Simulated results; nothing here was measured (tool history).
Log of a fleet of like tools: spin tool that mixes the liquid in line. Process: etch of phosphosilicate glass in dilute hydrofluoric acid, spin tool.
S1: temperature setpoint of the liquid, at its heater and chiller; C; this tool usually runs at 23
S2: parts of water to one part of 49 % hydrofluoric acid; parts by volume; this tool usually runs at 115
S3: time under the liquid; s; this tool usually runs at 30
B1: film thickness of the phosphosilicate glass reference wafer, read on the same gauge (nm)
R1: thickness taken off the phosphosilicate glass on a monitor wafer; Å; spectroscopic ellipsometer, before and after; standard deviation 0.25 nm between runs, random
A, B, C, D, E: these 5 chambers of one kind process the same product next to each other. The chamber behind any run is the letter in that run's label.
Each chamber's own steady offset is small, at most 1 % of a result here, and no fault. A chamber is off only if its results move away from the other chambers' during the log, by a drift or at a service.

run 1C day=0.292 | S1=23 S2=115 S3=30 | B1=50.061 | R1=339.55
run 2A day=0.9 | S1=23 S2=115 S3=30 | B1=50.042 | R1=332.84
run 3D day=1.433 | S1=23 S2=115 S3=30 | B1=49.979 | R1=339.51
run 4E day=1.717 | S1=23 S2=115 S3=30 | B1=49.978 | R1=337.74
run 5B day=2.167 | S1=25.5 S2=115 S3=15 | B1=50.018 | R1=187.45
-- day=2.325 chamber C: hydrofluoric acid flow meter replaced
run 6D day=2.462 | S1=25.5 S2=115 S3=15 | B1=50.007 | R1=188.11
run 7C day=2.833 | S1=25.5 S2=115 S3=15 | B1=50.031 | R1=187.25
run 8B day=3.208 | S1=25.5 S2=115 S3=15 | B1=49.957 | R1=187.15
run 9E day=3.854 | S1=25.5 S2=115 S3=15 | B1=50.001 | R1=186.06
run 10A day=4.2 | S1=23 S2=115 S3=30 | B1=49.996 | R1=337.2
run 11A day=4.629 | S1=23 S2=115 S3=30 | B1=49.995 | R1=334.34
run 12B day=5.029 | S1=23 S2=115 S3=30 | B1=50.028 | R1=341.48
run 13C day=5.646 | S1=23 S2=115 S3=30 | B1=49.96 | R1=342.35
run 14E day=6.271 | S1=23 S2=115 S3=30 | B1=50.031 | R1=341.37
-- day=6.5 chamber E: hydrofluoric acid flow meter replaced
run 15D day=6.9 | S1=23 S2=115 S3=30 | B1=49.949 | R1=343.61
run 16C day=7.346 | S1=23 S2=115 S3=30 | B1=50.009 | R1=339.93
-- day=7.742 chamber C: thermometer replaced
-- day=7.746 chamber E: thermometer replaced
run 17B day=7.938 | S1=23 S2=115 S3=30 | B1=50.049 | R1=340.01
run 18E day=8.504 | S1=23 S2=115 S3=30 | B1=50.01 | R1=338.7
run 19D day=9.146 | S1=23 S2=115 S3=30 | B1=49.956 | R1=339.02
run 20A day=9.512 | S1=23 S2=115 S3=30 | B1=49.992 | R1=337.39
run 21E day=9.95 | S1=23 S2=75 S3=20 | B1=49.983 | R1=363.17
-- day=10.092 chamber A: hydrofluoric acid flow meter replaced
run 22D day=10.25 | S1=23 S2=75 S3=20 | B1=50 | R1=361.8
run 23C day=10.546 | S1=23 S2=75 S3=20 | B1=50.052 | R1=364.59
run 24A day=10.938 | S1=23 S2=75 S3=20 | B1=50.01 | R1=367.99
run 25B day=11.525 | S1=23 S2=75 S3=20 | B1=50.025 | R1=362.87
run 26C day=12.167 | S1=23 S2=115 S3=30 | B1=49.956 | R1=340.61
run 27D day=12.475 | S1=23 S2=115 S3=30 | B1=49.974 | R1=338.01
run 28E day=13.046 | S1=23 S2=115 S3=30 | B1=49.999 | R1=341.73
run 29B day=13.579 | S1=23 S2=115 S3=30 | B1=50.001 | R1=344.26
run 30A day=13.971 | S1=23 S2=115 S3=30 | B1=50.046 | R1=342.04
run 31A day=14.567 | S1=23 S2=115 S3=30 | B1=50.045 | R1=337.66
-- day=14.654 chamber A: thermometer replaced
run 32D day=14.95 | S1=23 S2=115 S3=30 | B1=50.034 | R1=334.4
run 33C day=15.417 | S1=20.5 S2=115 S3=40 | B1=49.976 | R1=411.52
run 34E day=15.938 | S1=20.5 S2=115 S3=40 | B1=50.027 | R1=412.95
run 35B day=16.238 | S1=20.5 S2=115 S3=40 | B1=49.976 | R1=407.35
run 36D day=16.846 | S1=20.5 S2=115 S3=40 | B1=50.01 | R1=397.79
run 37A day=17.483 | S1=20.5 S2=115 S3=40 | B1=49.969 | R1=410.14
run 38B day=18.129 | S1=23 S2=115 S3=30 | B1=49.965 | R1=344.3
run 39C day=18.608 | S1=23 S2=115 S3=30 | B1=50.02 | R1=341.09
run 40E day=19.204 | S1=23 S2=115 S3=30 | B1=49.984 | R1=339.46
run 41E day=19.546 | S1=23 S2=115 S3=30 | B1=50.032 | R1=335.84
run 42A day=19.929 | S1=23 S2=115 S3=30 | B1=50.037 | R1=340.11
run 43B day=20.304 | S1=21 S2=115 S3=40 | B1=50.005 | R1=418.56
run 44D day=20.8 | S1=21 S2=115 S3=40 | B1=49.984 | R1=399.94

What goes on in this fleet: one chamber off, a drifting gauge, or nothing beyond the chambers' own small offsets? Name the chamber and the cause, if any.

One chamber, D, drifts off from the rest bit by bit.
Most likely cause: hydrofluoric acid flow below the setpoint (%) = 4.81.
The log may not separate it from: liquid colder than its thermometer reads (K).

Chamber D could run next with any of the 4 candidate recipes listed below; each alters the usual settings, and their results appear as question marks. Which one brings its results back in line with what the other chambers deliver on the usual settings?
Maximum distance from the other chambers' mean on the usual settings for a result to count as in line: R1 8.5 Å
run 45D-1 day=21.267 | S1=21 S2=115 S3=30 | R1=?
run 45D-2 day=21.267 | S1=25 S2=115 S3=30 | R1=?
run 45D-3 day=21.267 | S1=23 S2=120 S3=30 | R1=?
run 45D-4 day=21.267 | S1=23 S2=110 S3=30 | R1=?

On the usual settings, the other chambers give on average: R1 339.55 Å
run=45D-1 R1=300.58
run=45D-2 R1=352.74
run=45D-3 R1=310.49
run=45D-4 R1=342.7
The answer is 45D-4, which returns the chamber to within the allowed miss of the others.
